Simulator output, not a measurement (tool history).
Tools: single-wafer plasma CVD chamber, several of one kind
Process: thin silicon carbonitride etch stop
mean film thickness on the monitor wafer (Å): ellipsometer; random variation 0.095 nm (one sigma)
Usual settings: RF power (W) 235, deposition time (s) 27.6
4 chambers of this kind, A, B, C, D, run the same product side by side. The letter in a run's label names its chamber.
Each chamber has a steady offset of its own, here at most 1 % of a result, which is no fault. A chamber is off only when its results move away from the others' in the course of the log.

run,hour,RF power (W),deposition time (s),hours since the last thermocouple change,hours since the last RF generator calibration,"read-back reference wafer on the same gauge, thickness_nm",mean film thickness on the monitor wafer (Å)
1B,5.8,235,27.6,1732.9,1359.4,14.296,163.57
2C,11.8,235,27.6,2225.8,798,14.291,165.95
3D,18.5,235,27.6,177.6,1151.1,14.299,165.17
4A,25.5,235,27.6,385.5,751.3,14.307,164.19
5D,31.6,235,27.6,190.7,1164.2,14.308,165.37
6B,34.7,275,27.6,1761.8,1388.3,14.302,172.99
7C,41.4,275,27.6,2255.4,827.6,14.308,171.4
8A,47.4,275,27.6,407.4,773.2,14.329,170.83
9C,53.8,275,27.6,2267.8,840,14.3,172.53
10B,60.8,235,27.6,1787.9,1414.4,14.296,163.63
11D,65.5,235,27.6,224.6,1198.1,14.313,164.85
12A,69.3,235,27.6,429.3,795.1,14.287,165.42
13B,75.8,235,27.6,1802.9,1429.4,14.302,163.98
14D,80.1,235,27.6,239.2,1212.7,14.288,167.46
15C,84.5,235,27.6,2298.5,870.7,14.304,166.35
16A,88.9,235,27.6,448.9,814.7,14.291,164.37
17C,93.4,235,27.6,2307.4,879.6,14.289,166.1
18D,99.1,235,27.6,258.2,1231.7,14.282,166.32
19B,104.2,235,27.6,1831.3,1457.8,14.308,164.46
20A,108.8,210,27.6,468.8,834.6,14.301,158.28
21D,114.7,210,27.6,273.8,1247.3,14.285,160.79
22B,120.6,210,27.6,1847.7,1474.2,14.312,159.98
23A,127,210,27.6,487,852.8,14.29,159.11
24C,131.8,235,27.6,2345.8,918,14.3,165.33
25B,136.4,235,27.6,1863.5,1490,14.3,164.75
26A,142.7,235,27.6,502.7,868.5,14.308,162.68
27C,148.8,235,27.6,2362.8,935,14.307,165.39
28D,152.7,235,27.6,311.8,1285.3,14.303,166.45
29B,156.6,235,27.6,1883.7,1510.2,14.289,165.65
30D,163.4,235,27.6,322.5,1296,14.311,164.87
31A,167.1,235,27.6,527.1,892.9,14.284,163.31
32C,171.8,210,32.7,2385.8,958,14.296,189.63
33C,178.4,210,32.7,2392.4,964.6,14.281,190.05
34A,182.5,210,32.7,542.5,908.3,14.291,187.76

Next, every chamber runs the same settings. What will each give?
35A,187.6,235,27.6,,,,?
35B,187.6,235,27.6,,,,?
35C,187.6,235,27.6,,,,?
35D,187.6,235,27.6,,,,?

run,mean film thickness on the monitor wafer (Å)
35A,163.86
35B,163.83
35C,167.35
35D,165.74
